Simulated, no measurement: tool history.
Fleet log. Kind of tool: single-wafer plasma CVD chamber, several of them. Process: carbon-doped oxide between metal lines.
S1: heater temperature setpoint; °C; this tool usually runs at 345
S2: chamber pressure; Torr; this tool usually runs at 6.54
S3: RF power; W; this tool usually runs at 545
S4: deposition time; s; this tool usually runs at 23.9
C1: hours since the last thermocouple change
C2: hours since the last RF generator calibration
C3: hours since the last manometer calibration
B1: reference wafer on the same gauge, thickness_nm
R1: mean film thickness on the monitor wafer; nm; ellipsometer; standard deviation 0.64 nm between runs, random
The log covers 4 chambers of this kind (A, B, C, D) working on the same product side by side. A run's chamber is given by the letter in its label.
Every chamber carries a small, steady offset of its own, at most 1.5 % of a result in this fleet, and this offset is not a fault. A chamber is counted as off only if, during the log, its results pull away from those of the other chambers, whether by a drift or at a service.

run	hour	S1	S2	S3	S4	C1	C2	C3	B1	R1
1A	9.9	345	6.54	545	23.9	734	1039	1129.8	124.98	134.9
2C	19.8	345	6.54	545	23.9	373.1	362.8	1420.4	124.99	137.51
3B	31.4	345	6.54	545	23.9	362.9	393	649.5	125.07	136.58
4D	39.6	345	6.54	545	23.9	619.4	420.3	406.7	124.96	136.1
# hour 40: chamber C: capacitance manometer re-zeroed and calibrated
5C	45.3	345	6.54	610	21.8	398.6	388.3	5.4	125.14	133.11
6B	57.1	345	6.54	610	21.8	388.6	418.7	675.2	125	133.39
7A	65.6	345	6.54	610	21.8	789.7	1094.7	1185.5	125.14	131.03
8D	76	345	6.54	610	21.8	655.8	456.7	443.1	124.97	132.18
9D	81.6	330	6.54	490	23.9	661.4	462.3	448.7	125.06	132.11
10A	91.8	330	6.54	490	23.9	815.9	1120.9	1211.7	125.05	132.15
# hour 96.9: chamber A: RF generator calibrated
11B	99.4	330	6.54	490	23.9	430.9	461	717.5	125.05	133.65
12C	111.1	330	6.54	490	23.9	464.4	454.1	71.2	125.11	134.27
13C	118.9	345	6.54	545	23.9	472.2	461.9	79	124.87	136.48
14D	126.5	360	6.54	545	26.7	706.3	507.2	493.6	124.99	144.63
15B	136.4	360	6.54	545	26.7	467.9	498	754.5	124.94	144.88
16A	142	360	6.54	545	26.7	866.1	45.1	1261.9	125.04	144.68
17A	154.2	360	6.54	545	26.7	878.3	57.3	1274.1	124.95	144.33
18B	166.1	345	6.54	545	23.9	497.6	527.7	784.2	125.01	133.94
19C	173.3	345	7.26	505	23.9	526.6	516.3	133.4	125.05	130.64
20D	182.1	345	7.26	505	23.9	761.9	562.8	549.2	125.07	129.29
21D	193.2	345	7.26	505	23.9	773	573.9	560.3	125.01	129.57
22A	199.5	345	7.26	505	23.9	923.6	102.6	1319.4	124.96	129.76
23B	208.4	345	6.54	590	26	539.9	570	826.5	124.92	151.45
24C	214.2	345	6.54	590	26	567.5	557.2	174.3	125.04	156.52
25B	226.1	345	6.54	590	26	557.6	587.7	844.2	124.9	152.19
26A	231.7	345	6.54	590	26	955.8	134.8	1351.6	125.01	153.01
27C	238.2	345	6.54	545	23.9	591.5	581.2	198.3	125.01	138.34
28D	248.2	345	6.54	545	23.9	828	628.9	615.3	125.03	135.05
29A	255.6	345	6.54	545	23.9	979.7	158.7	1375.5	124.93	134.94
30D	261.7	345	6.54	545	23.9	841.5	642.4	628.8	125.07	134.62
31B	267.6	345	6.54	545	23.9	599.1	629.2	885.7	124.96	132.3
32C	274	345	6.54	545	23.9	627.3	617	234.1	125.05	138.18
33D	282.1	345	6.54	545	23.9	861.9	662.8	649.2	125	135.19

Read the log: is a single chamber off, either drifting away or since a service, is the gauge that measures every chamber drifting, or is nothing wrong beyond small per-chamber offsets? Name any odd chamber and what most likely caused it.

It is chamber B that slowly wanders off from its peers.
What lies behind it: delivered RF power below the setpoint (%) = 6.9.

Here are 4 candidates for chamber B's next run, each the usual settings with a change, their results left as question marks. Which one brings its results back in line with what the others give on the usual settings?
A result is in line if it is within this distance of the other chambers' mean on the usual settings: R1 2.2 nm
34B-1	290.8	345	6.68	600	23.9					?
34B-2	290.8	346	6.54	545	22.4					?
34B-3	290.8	345	6.56	555	24.5					?
34B-4	290.8	345	6.54	545	23					?

The other chambers' mean on the usual settings: R1 135.78 nm
run	R1
34B-1	139.42
34B-2	122.77
34B-3	136.03
34B-4	126.38
34B-3 brings the chamber back in line.

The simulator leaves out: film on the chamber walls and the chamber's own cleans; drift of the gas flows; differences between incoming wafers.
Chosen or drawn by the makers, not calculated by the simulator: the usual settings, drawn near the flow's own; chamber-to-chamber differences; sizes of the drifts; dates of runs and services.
